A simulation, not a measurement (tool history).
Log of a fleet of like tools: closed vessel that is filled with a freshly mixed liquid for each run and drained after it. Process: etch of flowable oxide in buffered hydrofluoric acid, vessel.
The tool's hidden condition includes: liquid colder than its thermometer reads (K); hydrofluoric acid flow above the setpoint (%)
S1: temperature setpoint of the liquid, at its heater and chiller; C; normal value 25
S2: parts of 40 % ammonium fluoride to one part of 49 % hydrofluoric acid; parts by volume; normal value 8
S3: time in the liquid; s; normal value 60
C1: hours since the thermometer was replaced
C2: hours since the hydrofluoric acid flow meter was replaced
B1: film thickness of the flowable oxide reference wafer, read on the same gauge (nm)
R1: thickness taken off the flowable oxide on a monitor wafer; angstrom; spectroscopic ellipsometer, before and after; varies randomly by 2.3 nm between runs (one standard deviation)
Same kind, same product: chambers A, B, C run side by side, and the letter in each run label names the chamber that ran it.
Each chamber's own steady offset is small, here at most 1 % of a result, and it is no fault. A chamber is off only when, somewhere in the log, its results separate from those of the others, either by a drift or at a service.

run    day  S1  S2  S3      C1      C2      B1      R1
 1B  0.112  25   8  60    2198   369.2  89.993  3785.1
 2A  0.321  25   8  60  1730.4   447.7   89.96  3833.2
 3C  0.542  25   8  60      45  1858.3  90.001  3812.1
 4C  0.788  25   8  60    50.9  1864.2  89.981  3796.6
 5A  0.929  25   8  60    1745   462.3  90.004  3785.6
 6B  1.158  25   8  60  2223.1   394.3  90.003  3822.9
 7A    1.3  25   8  60  1753.9   471.2  90.023  3852.8
 8B  1.488  25   8  60    2231   402.2  89.986  3839.6
 9C  1.658  25   8  60    71.8  1885.1  89.994  3800.6
10C   1.85  25   8  60    76.4  1889.7  89.983    3808
11A  2.083  25   8  60  1772.7     490  89.982  3833.7
12B    2.3  25   8  60  2250.5   421.7  89.994  3800.3
13C  2.529  25   8  60    92.7    1906  89.999  3796.7
14A  2.671  25   8  60  1786.8   504.1  90.018  3890.9
15B  2.904  25   8  60    2265   436.2  89.998  3818.7
16A  3.104  25   8  60  1797.2   514.5  89.973  3910.1
17C  3.354  25   8  60   112.5  1925.8  89.959  3757.4
18B    3.6  25   8  60  2281.7   452.9  89.992    3787
19C   3.75  25   8  60     122  1935.3  89.998  3826.2
20B  3.883  25   8  60  2288.5   459.7  89.998  3832.1
21A  4.008  25   8  60  1818.9   536.2  90.047  3992.9
22C   4.25  25   8  60     134  1947.3  89.992  3761.9
23B  4.454  25   8  60  2302.2   473.4  89.974  3829.7
24A  4.621  25   8  60  1833.6   550.9  89.951  4035.3
25B  4.746  25   8  60  2309.2   480.4  90.024  3863.9
26A  4.912  25   8  60  1840.6   557.9  89.975  4073.2
27C  5.129  25   8  60   155.1  1968.4  90.028    3781
28C  5.288  25   8  60   158.9  1972.2  89.973  3777.3
29B  5.508  25   8  60  2327.5   498.7   90.03  3826.9
30A  5.746  25   8  60  1860.6   577.9  90.016  4085.2
31A  5.946  25   8  60  1865.4   582.7  90.049  4144.7
32B  6.096  25   8  60  2341.6   512.8  89.982  3845.3
33C  6.242  28   8  60   181.8  1995.1   90.02  4439.4
34C  6.375  28   8  60     185  1998.3  89.946  4419.5
35A  6.612  28   8  60  1881.4   598.7  90.002  4849.8

Is one chamber out of step, is the gauge drifting, or do the chambers differ by no more than their own small offsets? For an off chamber, give its letter and the likeliest cause.

One chamber, A, drifts off from the rest bit by bit.
Cause: hydrofluoric acid flow above the setpoint (%) = 8.66.
The log might look much the same if the cause were instead: liquid hotter than its thermometer reads (K).

Here are 4 candidates for chamber A's next run, each the usual settings with a change, their results left as question marks. Which one brings its results back in line with what the others give on the usual settings?
Allowed miss from the other chambers' usual-settings mean, per result, to count as in line: R1 82 angstrom
36A-1  6.796    25  8.5  55               ?
36A-2  6.796  25.5  7.5  60               ?
36A-3  6.796    28    8  60               ?
36A-4  6.796    25    8  55               ?

Mean of the other chambers on the usual settings: R1 3800.3 angstrom
  run      R1
36A-1  3581.9
36A-2  4573.6
36A-3  4889.3
36A-4  3820.6
36A-4 is the one that brings the chamber's results back in line with the other chambers.
